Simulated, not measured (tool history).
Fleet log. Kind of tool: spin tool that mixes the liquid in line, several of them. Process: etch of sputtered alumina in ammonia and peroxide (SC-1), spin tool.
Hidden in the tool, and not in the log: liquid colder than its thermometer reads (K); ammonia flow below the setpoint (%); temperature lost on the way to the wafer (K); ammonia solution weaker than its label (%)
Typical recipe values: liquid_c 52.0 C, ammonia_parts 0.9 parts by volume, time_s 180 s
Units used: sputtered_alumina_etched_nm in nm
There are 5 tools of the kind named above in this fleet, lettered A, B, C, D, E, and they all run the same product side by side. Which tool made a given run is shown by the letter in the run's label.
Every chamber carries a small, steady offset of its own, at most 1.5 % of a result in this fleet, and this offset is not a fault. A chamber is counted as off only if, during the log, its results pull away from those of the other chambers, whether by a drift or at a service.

run   hour  liquid_c  ammonia_parts  time_s  hours since the thermometer was replaced  hours since the ammonia flow meter was replaced  hours since the heated supply line was repaired  hours since the drum of ammonia solution was connected  read-back film thickness of the sputtered alumina reference wafer, read on the same gauge (nm)  sputtered_alumina_etched_nm
 1C   11.8      52.0            0.9     180                                     596.0                                            489.0                                           1595.7                                                   324.6                                                                                          69.962                       8.5895
 2B   18.7      52.0            0.9     180                                      91.8                                            166.1                                            305.4                                                    77.1                                                                                          69.986                       8.5745
 3E   31.1      52.0            0.9     180                                    1091.5                                            837.3                                            280.4                                                   274.6                                                                                          69.982                       8.6945
      31.5  -- chamber C: ammonia flow meter replaced
 4D   44.1      52.0            0.9     180                                     307.2                                            551.1                                           1158.7                                                   356.8                                                                                          69.988                       8.7566
 5A   54.1      52.0            0.9     180                                    1111.5                                            222.3                                            988.3                                                   695.4                                                                                          70.002                       8.8112
 6E   67.3      52.0            0.9     180                                    1127.7                                            873.5                                            316.6                                                   310.8                                                                                          69.952                       8.7529
 7D   75.4      52.0            0.9     180                                     338.5                                            582.4                                           1190.0                                                   388.1                                                                                          69.974                       8.7945
      76.4  -- chamber C: new drum of ammonia solution connected
 8B   82.2      52.0            0.9     180                                     155.3                                            229.6                                            368.9                                                   140.6                                                                                          69.995                       8.7250
      87.8  -- chamber A: new drum of ammonia solution connected
 9C   91.6      52.0            0.9     180                                     675.8                                             60.2                                           1675.5                                                    15.3                                                                                          70.017                       8.6838
10A   98.6      52.0            0.9     180                                    1156.0                                            266.8                                           1032.8                                                    10.9                                                                                          70.007                       8.9503
11C  108.4      60.5            0.7     180                                     692.6                                             77.0                                           1692.3                                                    32.1                                                                                          69.981                      13.1330
12A  121.3      60.5            0.7     180                                    1178.7                                            289.5                                           1055.5                                                    33.6                                                                                          70.042                      13.5580
13E  132.1      60.5            0.7     180                                    1192.5                                            938.3                                            381.4                                                   375.6                                                                                          70.017                      13.6340
     135.7  -- chamber E: new drum of ammonia solution connected
14D  142.1      60.5            0.7     180                                     405.2                                            649.1                                           1256.7                                                   454.8                                                                                          69.998                      13.5580
15B  154.6      60.5            0.7     180                                     227.7                                            302.0                                            441.3                                                   213.0                                                                                          70.013                      13.2140
16D  165.5      52.0            0.9     180                                     428.6                                            672.5                                           1280.1                                                   478.2                                                                                          69.960                       9.0008
17E  176.4      52.0            0.9     180                                    1236.8                                            982.6                                            425.7                                                    40.7                                                                                          69.941                       8.6484
18C  189.0      57.0            0.9     180                                     773.2                                            157.6                                           1772.9                                                   112.7                                                                                          69.970                      11.4240
19B  202.0      57.0            0.9     180                                     275.1                                            349.4                                            488.7                                                   260.4                                                                                          69.978                      11.3920
20A  210.3      57.0            0.9     180                                    1267.7                                            378.5                                           1144.5                                                   122.6                                                                                          69.946                      11.3380
21D  216.8      57.0            0.9     180                                     479.9                                            723.8                                           1331.4                                                   529.5                                                                                          69.985                      11.5600
22B  225.6      57.0            0.9     180                                     298.7                                            373.0                                            512.3                                                   284.0                                                                                          69.953                      11.4390
23A  238.3      52.0            0.5     180                                    1295.7                                            406.5                                           1172.5                                                   150.6                                                                                          69.998                       8.2831
24E  249.5      52.0            0.5     180                                    1309.9                                           1055.7                                            498.8                                                   113.8                                                                                          70.004                       8.1883
25C  257.8      52.0            0.5     180                                     842.0                                            226.4                                           1841.7                                                   181.5                                                                                          70.016                       8.2008
26C  269.1      52.0            0.5     180                                     853.3                                            237.7                                           1853.0                                                   192.8                                                                                          69.977                       8.1180
27A  280.8      52.0            0.5     180                                    1338.2                                            449.0                                           1215.0                                                   193.1                                                                                          69.974                       8.2655
28D  289.7      48.0            0.9      90                                     552.8                                            796.7                                           1404.3                                                   602.4                                                                                          70.004                       3.4891
29E  295.6      48.0            0.9      90                                    1356.0                                           1101.8                                            544.9                                                   159.9                                                                                          69.990                       3.5244
30B  308.9      48.0            0.9      90                                     382.0                                            456.3                                            595.6                                                   367.3                                                                                          69.981                       3.4658

Which is it: a chamber that has drifted or been left off by a service, a gauge drift common to all chambers, or only each chamber's usual small offset? If a chamber is off, name it and its likeliest cause.

No chamber stands off beyond its own small offset, and the gauge holds steady.
